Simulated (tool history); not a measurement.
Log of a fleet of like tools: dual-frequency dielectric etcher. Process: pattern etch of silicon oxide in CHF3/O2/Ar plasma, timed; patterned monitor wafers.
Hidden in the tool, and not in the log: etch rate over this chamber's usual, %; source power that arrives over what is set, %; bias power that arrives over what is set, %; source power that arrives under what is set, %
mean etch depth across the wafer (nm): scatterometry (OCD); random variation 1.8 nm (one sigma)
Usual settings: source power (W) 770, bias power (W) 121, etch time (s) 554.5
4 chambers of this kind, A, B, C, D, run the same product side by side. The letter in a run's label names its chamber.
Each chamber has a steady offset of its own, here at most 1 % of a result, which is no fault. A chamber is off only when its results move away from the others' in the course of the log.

run   hour  source power (W)  bias power (W)  etch time (s)  hours since the last wet clean  hours since the last source power generator calibration  hours since the last bias power generator calibration  read-back reference wafer on the same gauge, depth_nm  mean etch depth across the wafer (nm)
 1A    5.1               770             121          554.5                           356.8                                                   2280.4                                                 1528.4                                                 1160.1                                 1069.8
 2C   11.3               770             121          554.5                           259.5                                                   2519.7                                                 4121.5                                                 1160.2                                 1059.7
 3D   17.3               770             121          554.5                           402.1                                                     2043                                                  650.3                                                   1160                                 1073.1
 4B   23.4               770             121          554.5                           318.3                                                   1596.1                                                 2574.4                                                 1160.8                                 1059.9
 5D   31.2               770             121          554.5                             416                                                   2056.9                                                  664.2                                                 1160.4                                 1072.3
 6C   37.1               770             121          554.5                           285.3                                                   2545.5                                                 4147.3                                                 1160.9                                 1060.1
 7A   42.8               770             104          554.5                           394.5                                                   2318.1                                                 1566.1                                                 1160.8                                 1022.5
 8B   49.4               770             104          554.5                           344.3                                                   1622.1                                                 2600.4                                                 1161.3                                 1013.4
 9A   55.2               770             104          554.5                           406.9                                                   2330.5                                                 1578.5                                                 1161.6                                 1024.9
10D   59.2               770             104          554.5                             444                                                   2084.9                                                  692.2                                                 1161.7                                 1026.7
11B   64.5               680             121          554.5                           359.4                                                   1637.2                                                 2615.5                                                 1162.4                                 1010.6
12C   72.4               680             121          554.5                           320.6                                                   2580.8                                                 4182.6                                                 1162.4                                 1009.8
13D   78.1               680             121          554.5                           462.9                                                   2103.8                                                  711.1                                                   1162                                 1022.1
14B     85               680             121          554.5                           379.9                                                   1657.7                                                   2636                                                 1162.5                                 1013.1
15A   92.3               770             121          554.5                             444                                                   2367.6                                                 1615.6                                                 1162.8                                 1070.7
16C   96.2               770             148          415.5                           344.4                                                   2604.6                                                 4206.4                                                 1163.6                                 842.53
17B  102.6               770             148          415.5                           397.5                                                   1675.3                                                 2653.6                                                   1163                                 848.88
18C  108.3               770             148          415.5                           356.5                                                   2616.7                                                 4218.5                                                 1163.3                                 844.74
19D  114.1               770             148          415.5                           498.9                                                   2139.8                                                  747.1                                                 1163.4                                 854.89
20A  117.7               770             121          554.5                           469.4                                                     2393                                                   1641                                                 1163.2                                   1073
21B  123.9               770             121          554.5                           418.8                                                   1696.6                                                 2674.9                                                 1163.2                                 1064.9
22C    129               770             121          554.5                           377.2                                                   2637.4                                                 4239.2                                                 1164.3                                 1058.2
23D  134.8               770             121          554.5                           519.6                                                   2160.5                                                  767.8                                                 1163.9                                 1074.7
24A  140.1               770             121          554.5                           491.8                                                   2415.4                                                 1663.4                                                 1164.3                                 1070.3
     142.2  -- chamber A: wet clean of the chamber
25A  144.1               770             121          554.5                               2                                                   2419.4                                                 1667.4                                                 1164.7                                 1074.4
26D  151.3               850             121          554.5                           536.1                                                     2177                                                  784.3                                                 1164.7                                 1118.7
27B  156.1               850             121          554.5                             451                                                   1728.8                                                 2707.1                                                 1164.7                                 1107.9
28C  162.3               850             121          554.5                           410.5                                                   2670.7                                                 4272.5                                                 1164.6                                 1105.3
29A  166.1               850             121          554.5                              24                                                   2441.4                                                 1689.4                                                 1164.8                                 1116.8
30C  169.8               770             121          554.5                             418                                                   2678.2                                                   4280                                                 1164.8                                 1063.7
31D  177.1               770             121          554.5                           561.9                                                   2202.8                                                  810.1                                                 1165.3                                   1080
32B  180.9               770             121          554.5                           475.8                                                   1753.6                                                 2731.9                                                 1165.5                                 1063.9
33C  185.8               770             121          554.5                             434                                                   2694.2                                                   4296                                                 1165.2                                 1064.3
34A  191.6               770             121          554.5                            49.5                                                   2466.9                                                 1714.9                                                 1165.3                                   1074
35B    197               770             121          554.5                           491.9                                                   1769.7                                                   2748                                                 1166.2                                 1067.4
36D  202.7               770             121          554.5                           587.5                                                   2228.4                                                  835.7                                                 1166.2                                   1075
37D  210.1               770             121          554.5                           594.9                                                   2235.8                                                  843.1                                                 1166.1                                 1074.9
38A  215.1               850             121          554.5                              73                                                   2490.4                                                 1738.4                                                 1166.7                                 1119.5
39C  222.1               850             121          554.5                           470.3                                                   2730.5                                                 4332.3                                                 1166.5                                 1108.2
     224.7  -- chamber B: bias power generator calibrated
40B  229.7               850             121          554.5                           524.6                                                   1802.4                                                    5.1                                                 1167.1                                 1111.8
41B  235.6               850             121          554.5                           530.5                                                   1808.3                                                     11                                                 1166.6                                 1108.8
     237.8  -- chamber D: wet clean of the chamber
42D  241.2               770             149            634                             3.5                                                   2266.9                                                  874.2                                                 1167.5                                 1315.5
     244.1  -- chamber C: wet clean of the chamber
43C  248.8               770             149            634                             4.8                                                   2757.2                                                   4359                                                 1167.5                                 1298.4
44A  252.6               770             149            634                           110.5                                                   2527.9                                                 1775.9                                                 1167.6                                 1311.3

All 4 chambers run these settings next. Forecast each chamber's results:
45A  258.2               770             108          554.5                                                                                                                                                                                                                                             ?
45B  258.2               770             108          554.5                                                                                                                                                                                                                                             ?
45C  258.2               770             108          554.5                                                                                                                                                                                                                                             ?
45D  258.2               770             108          554.5                                                                                                                                                                                                                                             ?

run  mean etch depth across the wafer (nm)
45A                                 1038.5
45B                                 1038.1
45C                                 1030.1
45D                                   1042

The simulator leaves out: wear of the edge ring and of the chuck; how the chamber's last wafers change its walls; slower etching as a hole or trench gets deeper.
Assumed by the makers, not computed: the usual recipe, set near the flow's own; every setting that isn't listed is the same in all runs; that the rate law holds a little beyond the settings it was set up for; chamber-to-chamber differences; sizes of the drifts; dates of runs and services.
